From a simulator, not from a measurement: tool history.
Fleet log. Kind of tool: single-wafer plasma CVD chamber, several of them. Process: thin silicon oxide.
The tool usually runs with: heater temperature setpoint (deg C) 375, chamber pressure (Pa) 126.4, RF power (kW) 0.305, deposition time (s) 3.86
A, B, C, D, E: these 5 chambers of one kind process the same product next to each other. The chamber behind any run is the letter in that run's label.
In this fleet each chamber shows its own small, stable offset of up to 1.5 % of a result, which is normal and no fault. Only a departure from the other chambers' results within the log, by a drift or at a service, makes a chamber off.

run   hour  heater temperature setpoint (deg C)  chamber pressure (Pa)  RF power (kW)  deposition time (s)  read-back reference wafer on the same gauge, thickness_nm  mean film thickness on the monitor wafer (nm)
 1C    6.7                                  375                  126.4          0.305                 3.86                                                     9.4293                                         8.4028
 2A   12.1                                  375                  126.4          0.305                 3.86                                                     9.4219                                         8.4166
 3E   22.8                                  375                  126.4          0.305                 3.86                                                     9.4248                                           8.46
      25.6  -- chamber B: RF generator calibrated
 4D   29.3                                  375                  126.4          0.305                 3.86                                                     9.4344                                         8.3573
      34.1  -- chamber D: thermocouple changed; heater temperature recalibrated
 5B   40.1                                  375                  126.4          0.305                 3.14                                                      9.433                                         6.9283
 6E   46.9                                  375                  126.4          0.305                 3.14                                                     9.4302                                         6.8691
 7D   59.3                                  375                  126.4          0.305                 3.14                                                     9.4321                                          6.817
 8B   70.8                                  375                  126.4          0.305                 3.14                                                     9.4329                                         6.9291
 9A   79.9                                  375                  126.4          0.305                 3.14                                                     9.4299                                         6.8364
10C   87.2                                  375                  126.4          0.305                 3.86                                                     9.4301                                         8.3824
11D     97                                  367                  126.4          0.305                 3.45                                                     9.4363                                         7.5413
12E    103                                  367                  126.4          0.305                 3.45                                                     9.4301                                         7.5794
13A  108.6                                  367                  126.4          0.305                 3.45                                                     9.4289                                         7.5466
14B  115.8                                  367                  126.4          0.305                 3.45                                                     9.4336                                         7.6364
15C  123.5                                  367                  126.4          0.305                 3.45                                                     9.4299                                         7.5333
16E  134.7                                  387                  126.4          0.335                 3.86                                                     9.4345                                         8.6922
17C  146.7                                  387                  126.4          0.335                 3.86                                                     9.4323                                         8.6048
18A  153.6                                  387                  126.4          0.335                 3.86                                                     9.4318                                         8.6725
19B  164.4                                  387                  126.4          0.335                 3.86                                                     9.4267                                         8.7453
20D  176.6                                  387                  126.4          0.335                 3.86                                                     9.4266                                         8.6556
21C    185                                  375                  126.4          0.305                 3.86                                                     9.4286                                         8.3806
22B  191.5                                  375                  126.4          0.305                 3.86                                                     9.4263                                         8.5114
23D  203.3                                  375                  126.4          0.305                 3.86                                                     9.4262                                         8.3412
24E  214.2                                  375                  126.4          0.305                 3.86                                                     9.4295                                         8.4092
25A  223.5                                  375                  126.4          0.305                 3.86                                                     9.4257                                         8.4016
26D  234.2                                  375                  126.4          0.305                 3.86                                                     9.4257                                         8.3738
27C  244.6                                  375                  126.4          0.305                 3.86                                                     9.4286                                         8.3918
28E  253.7                                  375                  126.4          0.305                 3.86                                                      9.432                                         8.4467
29B    264                                  375                  126.4          0.305                 3.86                                                     9.4232                                         8.5333
30A  275.2                                  375                  126.4          0.305                 3.86                                                     9.4289                                         8.4131
31C  285.3                                  375                  126.4          0.305                 3.86                                                     9.4327                                         8.3654
32B    294                                  375                  126.4          0.305                 3.86                                                     9.4303                                         8.5113

All 5 chambers run these settings next. Forecast each chamber's results:
33A  302.9                                  370                  126.4          0.305                 3.86                                                                                                         ?
33B  302.9                                  370                  126.4          0.305                 3.86                                                                                                         ?
33C  302.9                                  370                  126.4          0.305                 3.86                                                                                                         ?
33D  302.9                                  370                  126.4          0.305                 3.86                                                                                                         ?
33E  302.9                                  370                  126.4          0.305                 3.86                                                                                                         ?

run  mean film thickness on the monitor wafer (nm)
33A                                         8.4357
33B                                         8.5394
33C                                         8.3611
33D                                         8.3773
33E                                         8.4648
